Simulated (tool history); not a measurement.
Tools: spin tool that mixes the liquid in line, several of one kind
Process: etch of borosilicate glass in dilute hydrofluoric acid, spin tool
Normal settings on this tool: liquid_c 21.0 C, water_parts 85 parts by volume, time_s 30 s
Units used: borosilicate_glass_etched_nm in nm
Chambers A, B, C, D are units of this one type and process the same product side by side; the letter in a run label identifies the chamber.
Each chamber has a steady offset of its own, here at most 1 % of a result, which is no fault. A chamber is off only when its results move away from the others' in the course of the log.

run   hour  liquid_c  water_parts  time_s  read-back film thickness of the borosilicate glass reference wafer, read on the same gauge (nm)  borosilicate_glass_etched_nm
 1B    9.2      21.0           85      30                                                                                           40.026                        11.418
      12.8  -- chamber A: thermometer replaced
 2A   15.6      21.0           85      30                                                                                           40.012                        11.723
 3D   28.1      21.0           85      30                                                                                           39.992                        11.439
 4C   40.1      21.0           85      30                                                                                           39.975                        11.555
 5D   53.7      21.0           85      30                                                                                           39.970                        11.492
 6B   61.9      21.0           85      30                                                                                           40.009                        11.625
 7A   72.2      21.0           85      30                                                                                           40.001                        11.719
 8C   83.0      21.0           85      30                                                                                           40.029                        11.656
 9C   89.6      21.0           85      30                                                                                           39.988                        11.454
10A   96.5      21.0           85      30                                                                                           39.997                        11.417
11B  107.1      21.0           85      30                                                                                           39.985                        11.455
12D  117.8      21.0           85      30                                                                                           40.003                        11.764
13B  127.9      21.0           85      30                                                                                           39.967                        11.702
14A  136.1      21.0           85      30                                                                                           39.981                        11.854
15D  147.1      21.0           85      30                                                                                           40.003                        11.922
16C  158.3      21.0           85      30                                                                                           39.976                        11.689
17A  168.9      21.0           85      30                                                                                           40.024                        11.428
18D  179.7      21.0           85      30                                                                                           40.037                        12.039
19B  186.2      21.0           85      30                                                                                           39.976                        11.458
20C  197.4      21.0           85      30                                                                                           40.001                        11.721
21A  204.5      21.0           85      30                                                                                           40.014                        11.527
22C  211.9      21.0           85      30                                                                                           39.970                        11.602
23B  218.8      21.0           85      30                                                                                           40.000                        11.382
24D  225.0      21.0           85      30                                                                                           40.024                        12.381
25A  234.9      21.0           85      30                                                                                           39.946                        11.312
26C  246.2      21.0           85      30                                                                                           40.005                        11.355
27B  254.7      21.0           85      30                                                                                           40.009                        11.389
28D  262.9      21.0           85      30                                                                                           40.014                        12.426
     268.8  -- chamber C: hydrofluoric acid flow meter replaced
29A  273.3      21.0           85      30                                                                                           40.025                        11.594
30C  287.2      21.0           85      30                                                                                           40.024                        11.630
31B  295.7      21.0           85      30                                                                                           39.992                        11.653
32D  302.0      21.0           85      30                                                                                           40.001                        12.559

Read the log: is a single chamber off, either drifting away or since a service, is the gauge that measures every chamber drifting, or is nothing wrong beyond small per-chamber offsets? Name any odd chamber and what most likely caused it.

It is chamber D that slowly wanders off from its peers.
Likeliest cause: hydrofluoric acid flow above the setpoint (%) = 8.84.
Not necessarily distinguishable in this log from: liquid hotter than its thermometer reads (K).

Below are 4 candidate recipes for chamber D's next run, each the usual settings with a change, their results shown as question marks. Which of them brings D's results back in line with what the other chambers give on the usual settings?
Allowed miss from the other chambers' usual-settings mean, per result, to count as in line: borosilicate_glass_etched_nm 0.390 nm
33D-1  312.2      21.5           85      35                                                                                                                              ?
33D-2  312.2      19.0           85      30                                                                                                                              ?
33D-3  312.2      21.0          100      30                                                                                                                              ?
33D-4  312.2      21.5           80      30                                                                                                                              ?

What the other chambers average on the usual settings: borosilicate_glass_etched_nm 11.556 nm
  run  borosilicate_glass_etched_nm
33D-1                        15.020
33D-2                        11.597
33D-3                        10.544
33D-4                        13.758
The answer is 33D-2, which returns the chamber to within the allowed miss of the others.

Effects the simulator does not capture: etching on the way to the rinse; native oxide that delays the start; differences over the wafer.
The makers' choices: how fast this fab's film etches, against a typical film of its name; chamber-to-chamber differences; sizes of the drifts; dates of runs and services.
